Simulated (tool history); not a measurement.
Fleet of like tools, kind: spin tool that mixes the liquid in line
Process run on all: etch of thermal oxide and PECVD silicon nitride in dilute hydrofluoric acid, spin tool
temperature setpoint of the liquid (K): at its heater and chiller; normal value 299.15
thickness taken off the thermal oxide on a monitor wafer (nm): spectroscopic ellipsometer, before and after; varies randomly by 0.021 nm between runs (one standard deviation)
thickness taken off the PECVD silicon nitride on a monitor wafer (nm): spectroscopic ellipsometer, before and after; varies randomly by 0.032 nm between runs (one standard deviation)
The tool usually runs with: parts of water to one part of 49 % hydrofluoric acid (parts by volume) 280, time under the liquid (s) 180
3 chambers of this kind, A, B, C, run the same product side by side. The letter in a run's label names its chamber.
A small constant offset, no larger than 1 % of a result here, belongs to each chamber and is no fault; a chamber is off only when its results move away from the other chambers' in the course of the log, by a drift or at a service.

run	day	temperature setpoint of the liquid (K)	parts of water to one part of 49 % hydrofluoric acid (parts by volume)	time under the liquid (s)	read-back film thickness of the thermal oxide reference wafer, read on the same gauge (nm)	read-back film thickness of the PECVD silicon nitride reference wafer, read on the same gauge (nm)	thickness taken off the thermal oxide on a monitor wafer (nm)	thickness taken off the PECVD silicon nitride on a monitor wafer (nm)
1C	0.283	299.15	280	180	120.00	150.02	2.6619	3.6011
2B	0.588	299.15	280	180	120.05	150.00	2.6469	3.6333
3A	0.846	299.15	280	180	119.99	149.97	2.6694	3.6276
4B	1.100	299.15	280	180	120.00	150.00	2.6450	3.6370
5A	1.500	299.15	280	180	120.00	150.00	2.6049	3.5894
6C	1.788	299.15	280	180	120.03	150.03	2.6743	3.6052
7A	2.112	299.15	280	180	120.00	150.00	2.6491	3.5747
8C	2.625	299.15	280	180	120.04	149.99	2.6299	3.5929
9B	2.888	299.15	410	125	120.00	150.06	1.1235	1.6838
10C	3.158	299.15	410	125	120.01	149.99	1.1071	1.7109
11A	3.467	299.15	410	125	119.98	150.02	1.1038	1.7226
12B	3.708	299.15	280	180	120.03	150.03	2.6930	3.6103
13A	3.962	299.15	280	180	120.01	150.01	2.6517	3.6134
14C	4.275	299.15	280	180	120.01	149.99	2.6896	3.5740
15B	4.612	299.15	280	180	120.02	150.02	2.6631	3.6604
16B	4.988	299.15	280	180	120.02	149.98	2.6779	3.6174
17A	5.383	299.15	280	180	120.00	149.96	2.6106	3.5696
18C	5.667	299.15	280	180	119.98	150.01	2.6438	3.6132
19B	5.992	299.15	280	180	119.99	150.00	2.7353	3.7449
20A	6.258	299.15	280	180	119.99	150.00	2.6203	3.6536
21C	6.538	299.15	280	180	120.02	150.03	2.6394	3.5535
22A	6.821	299.15	280	180	119.94	149.99	2.6622	3.6183
23C	7.108	294.65	280	220	120.00	150.02	2.7674	3.3501
24B	7.629	294.65	280	220	120.03	149.95	2.8501	3.5983
25B	8.004	294.65	280	220	120.02	149.97	2.8794	3.5737
26A	8.246	299.15	280	180	120.01	149.98	2.6340	3.6365
27C	8.750	301.65	280	180	120.02	149.99	2.8811	4.1753
28B	9.121	301.65	280	180	119.97	150.01	3.0099	4.4817
29A	9.371	301.65	280	180	120.01	149.99	2.8485	4.1965
30C	9.683	299.15	280	180	120.02	149.99	2.6228	3.5661
31B	10.092	299.15	280	180	120.01	150.03	2.7802	3.8818
32A	10.358	299.15	280	180	120.01	149.98	2.6483	3.5940
33C	10.833	299.15	280	285	120.02	150.00	4.1757	5.7723
34B	11.075	299.15	280	285	120.01	150.01	4.3936	6.2184
35C	11.379	299.15	280	285	120.02	150.00	4.1769	5.6648

Decide between three cases: one chamber stands off from its peers, the gauge reading all wafers drifts, or nothing is wrong past each chamber's small offset. Where a chamber is off, say which and what most likely put it there.

Chamber B drifts away from the others.
Likeliest cause: liquid hotter than its thermometer reads (K) = 1.75.

Below are 4 candidate recipes for chamber B's next run, each the usual settings with a change, their results shown as question marks. Which of them brings B's results back in line with what the other chambers give on the usual settings?
To be in line, a result may differ from the other chambers' mean on the usual settings by at most: thickness taken off the thermal oxide on a monitor wafer (nm) 0.0730; thickness taken off the PECVD silicon nitride on a monitor wafer (nm) 0.1100
36B-1	11.775	300.15	290	195			?	?
36B-2	11.775	298.65	275	175			?	?
36B-3	11.775	298.15	270	165			?	?
36B-4	11.775	299.65	285	185			?	?

Other chambers, usual settings, mean: thickness taken off the thermal oxide on a monitor wafer (nm) 2.6428; thickness taken off the PECVD silicon nitride on a monitor wafer (nm) 3.5959
run	thickness taken off the thermal oxide on a monitor wafer (nm)	thickness taken off the PECVD silicon nitride on a monitor wafer (nm)
36B-1	3.0050	4.3881
36B-2	2.7496	3.8073
36B-3	2.6104	3.5509
36B-4	2.8694	4.1171
36B-3 brings the chamber back in line.
